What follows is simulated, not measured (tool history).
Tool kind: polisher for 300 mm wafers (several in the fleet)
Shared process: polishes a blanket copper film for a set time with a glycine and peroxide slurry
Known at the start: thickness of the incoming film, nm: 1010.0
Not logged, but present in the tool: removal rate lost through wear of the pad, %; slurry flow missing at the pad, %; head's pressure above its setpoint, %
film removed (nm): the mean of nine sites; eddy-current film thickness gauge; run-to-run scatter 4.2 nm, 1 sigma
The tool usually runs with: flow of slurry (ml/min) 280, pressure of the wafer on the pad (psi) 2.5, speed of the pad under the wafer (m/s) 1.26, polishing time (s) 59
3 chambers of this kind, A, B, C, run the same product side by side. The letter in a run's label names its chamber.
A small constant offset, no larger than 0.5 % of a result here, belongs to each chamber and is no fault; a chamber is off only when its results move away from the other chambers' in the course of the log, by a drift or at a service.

| run | hour | flow of slurry (ml/min) | pressure of the wafer on the pad (psi) | speed of the pad under the wafer (m/s) | polishing time (s) | wafers polished on this pad | hours since the slurry nozzle was cleaned | hours since the head pressure was calibrated | film removed (nm) |
|---|---|---|---|---|---|---|---|---|---|
| 1A | 2.0 | 280 | 2.5 | 1.26 | 59 | 390 | 344.1 | 251.7 | 333.05 |
| 2B | 5.6 | 280 | 2.5 | 1.26 | 59 | 166 | 54.5 | 626.8 | 341.65 |
|  | 6.5 | chamber A: slurry nozzle cleaned |
| 3C | 8.2 | 280 | 2.5 | 1.26 | 59 | 1062 | 743.5 | 714.1 | 330.62 |
| 4A | 12.4 | 280 | 2.5 | 1.26 | 59 | 536 | 6.0 | 262.1 | 335.41 |
| 5B | 14.8 | 280 | 2.5 | 1.26 | 59 | 296 | 63.7 | 636.0 | 330.65 |
| 6C | 17.6 | 280 | 2.5 | 1.26 | 59 | 1195 | 752.9 | 723.5 | 321.88 |
|  | 18.6 | chamber C: worn pad replaced by a new one |
| 7B | 19.7 | 280 | 2.5 | 1.26 | 59 | 365 | 68.6 | 640.9 | 324.93 |
| 8A | 22.7 | 280 | 2.5 | 1.26 | 59 | 681 | 16.3 | 272.4 | 332.55 |
| 9C | 26.7 | 280 | 2.5 | 1.26 | 59 | 114 | 762.0 | 732.6 | 332.55 |
| 10C | 29.6 | 280 | 2.5 | 1.26 | 59 | 154 | 764.9 | 735.5 | 328.21 |
| 11B | 32.0 | 280 | 2.5 | 1.26 | 59 | 538 | 80.9 | 653.2 | 327.73 |
| 12A | 35.0 | 280 | 2.5 | 1.26 | 59 | 854 | 28.6 | 284.7 | 342.01 |
|  | 37.6 | chamber B: worn pad replaced by a new one |
| 13A | 39.0 | 280 | 2.5 | 1.26 | 59 | 911 | 32.6 | 288.7 | 339.57 |
| 14C | 43.0 | 280 | 2.5 | 0.92 | 59 | 343 | 778.3 | 748.9 | 253.34 |
| 15B | 45.1 | 280 | 2.5 | 0.92 | 59 | 106 | 94.0 | 666.3 | 254.44 |
| 16C | 47.1 | 280 | 2.5 | 0.92 | 59 | 401 | 782.4 | 753.0 | 259.90 |
|  | 49.1 | chamber A: worn pad replaced by a new one |
| 17B | 50.4 | 280 | 2.5 | 1.26 | 59 | 180 | 99.3 | 671.6 | 335.02 |
| 18A | 53.7 | 280 | 2.5 | 1.26 | 59 | 65 | 47.3 | 303.4 | 336.20 |
| 19C | 56.0 | 280 | 1.7 | 1.26 | 79 | 526 | 791.3 | 761.9 | 321.52 |
| 20B | 58.8 | 280 | 1.7 | 1.26 | 79 | 299 | 107.7 | 680.0 | 324.69 |
| 21A | 62.3 | 280 | 1.7 | 1.26 | 79 | 186 | 55.9 | 312.0 | 326.65 |
| 22B | 65.3 | 280 | 2.5 | 1.26 | 59 | 390 | 114.2 | 686.5 | 335.20 |
| 23C | 69.3 | 280 | 2.5 | 1.26 | 59 | 713 | 804.6 | 775.2 | 334.11 |
| 24A | 72.8 | 235 | 2.5 | 1.26 | 59 | 334 | 66.4 | 322.5 | 329.54 |
| 25B | 75.4 | 235 | 2.5 | 1.26 | 59 | 532 | 124.3 | 696.6 | 319.08 |
| 26C | 78.8 | 235 | 2.5 | 1.26 | 59 | 847 | 814.1 | 784.7 | 330.09 |
|  | 79.6 | chamber B: worn pad replaced by a new one |
| 27A | 81.2 | 280 | 2.5 | 1.26 | 59 | 452 | 74.8 | 330.9 | 334.76 |
| 28B | 85.1 | 280 | 2.5 | 1.26 | 59 | 77 | 134.0 | 706.3 | 335.22 |
| 29C | 87.8 | 280 | 2.5 | 1.26 | 59 | 973 | 823.1 | 793.7 | 325.24 |
| 30A | 91.1 | 280 | 2.5 | 1.26 | 59 | 591 | 84.7 | 340.8 | 340.56 |
| 31B | 93.4 | 280 | 2.5 | 1.26 | 59 | 194 | 142.3 | 714.6 | 331.76 |
| 32C | 97.3 | 280 | 2.5 | 1.26 | 59 | 1107 | 832.6 | 803.2 | 338.31 |
| 33A | 100.7 | 280 | 2.5 | 1.26 | 59 | 727 | 94.3 | 350.4 | 331.38 |
| 34A | 103.2 | 280 | 2.5 | 1.26 | 59 | 762 | 96.8 | 352.9 | 336.38 |
| 35B | 106.9 | 280 | 2.5 | 1.26 | 59 | 384 | 155.8 | 728.1 | 338.49 |
|  | 107.6 | chamber C: slurry nozzle cleaned |
| 36C | 111.3 | 280 | 2.5 | 1.26 | 59 | 1304 | 3.8 | 817.2 | 322.24 |
|  | 113.6 | chamber C: worn pad replaced by a new one |
| 37A | 115.0 | 280 | 2.5 | 1.26 | 59 | 928 | 108.6 | 364.7 | 339.98 |
|  | 116.9 | chamber B: worn pad replaced by a new one |
| 38C | 117.2 | 280 | 2.5 | 1.26 | 59 | 51 | 9.7 | 823.1 | 326.80 |
| 39B | 120.1 | 280 | 2.5 | 1.26 | 59 | 45 | 169.0 | 741.3 | 330.05 |
|  | 122.8 | chamber A: worn pad replaced by a new one |
| 40A | 123.9 | 280 | 2.5 | 1.26 | 59 | 16 | 117.5 | 373.6 | 333.14 |
| 41B | 128.3 | 280 | 2.5 | 1.26 | 59 | 161 | 177.2 | 749.5 | 330.27 |
| 42C | 131.2 | 280 | 2.5 | 1.26 | 59 | 248 | 23.7 | 837.1 | 327.92 |
| 43C | 133.7 | 280 | 2.5 | 1.26 | 72 | 283 | 26.2 | 839.6 | 407.45 |

Is one chamber out of step, is the gauge drifting, or do the chambers differ by no more than their own small offsets? For an off chamber, give its letter and the likeliest cause.

Neither any chamber nor the gauge drifts; the chambers differ only by their own small, steady offsets.
